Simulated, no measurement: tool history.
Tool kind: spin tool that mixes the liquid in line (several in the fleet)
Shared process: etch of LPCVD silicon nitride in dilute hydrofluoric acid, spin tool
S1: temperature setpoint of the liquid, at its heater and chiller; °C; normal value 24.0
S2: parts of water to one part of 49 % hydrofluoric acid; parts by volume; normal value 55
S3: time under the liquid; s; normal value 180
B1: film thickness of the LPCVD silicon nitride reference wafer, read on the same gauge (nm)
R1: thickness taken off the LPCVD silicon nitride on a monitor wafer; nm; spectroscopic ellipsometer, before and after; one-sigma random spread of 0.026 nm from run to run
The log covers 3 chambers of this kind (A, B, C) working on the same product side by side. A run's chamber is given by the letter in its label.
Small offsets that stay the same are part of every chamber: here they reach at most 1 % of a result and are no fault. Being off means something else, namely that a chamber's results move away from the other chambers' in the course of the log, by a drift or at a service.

run   hour    S1  S2   S3      B1      R1
 1C    6.2  24.0  55  180  80.025  1.5397
 2A   13.4  24.0  55  180  80.014  1.5683
 3B   19.5  24.0  55  180  79.992  1.5033
 4B   29.7  24.0  55  180  79.990  1.5430
 5A   39.2  24.0  55  180  80.004  1.5790
 6C   44.4  21.0  55  180  80.012  1.2915
 7C   51.1  21.0  55  180  80.001  1.2564
 8A   59.9  21.0  55  180  79.990  1.2756
 9B   70.9  24.0  65  180  80.005  1.3212
10C   75.8  24.0  65  180  79.975  1.3670
11B   86.6  24.0  65  180  80.005  1.3098
12A   91.7  24.0  55  180  80.003  1.5305
13B   98.4  24.0  35   85  80.001  1.1204
14A  107.4  24.0  35   85  80.017  1.1114
     116.3  -- chamber C: hydrofluoric acid flow meter replaced
15C  118.6  24.0  35   85  79.996  1.1294
16B  125.3  24.0  55  180  80.020  1.5502
17C  134.3  27.5  35  180  79.972  3.0706
18A  141.6  27.5  35  180  79.977  2.9021
19A  149.3  27.5  35  180  79.990  2.8806
20B  159.9  24.0  55  180  80.020  1.5128
21C  165.4  24.0  55  180  80.002  1.5387
22B  175.6  20.0  55  180  79.987  1.1607
23A  186.1  20.0  55  180  79.982  1.1342
24C  195.4  20.0  55  180  80.012  1.1739
25A  204.9  24.0  55  180  79.987  1.4655
26B  214.0  24.0  55  180  79.995  1.5218
27C  224.1  24.0  55  180  80.001  1.5276
28C  229.3  24.0  55  180  80.005  1.5577
29B  236.2  24.0  55  180  80.018  1.5216
30A  245.7  24.0  55  180  80.026  1.3862
31B  252.0  24.0  55  180  80.023  1.5615
32A  257.4  24.0  55  180  79.985  1.4033
33C  265.7  24.0  55  180  79.988  1.5438
34B  273.0  24.0  55  180  80.018  1.5093
35A  282.1  24.0  55  180  79.996  1.3549
36C  292.2  24.0  55  180  79.988  1.5233
37A  301.0  24.0  55  180  80.005  1.3330
38C  309.1  24.0  55  180  79.988  1.5776

Each of the 3 chambers runs these same settings next. Fill in every chamber's results:
39A  317.3  24.0  75  180       ?
39B  317.3  24.0  75  180       ?
39C  317.3  24.0  75  180       ?

run      R1
39A  1.0177
39B  1.1255
39C  1.1646
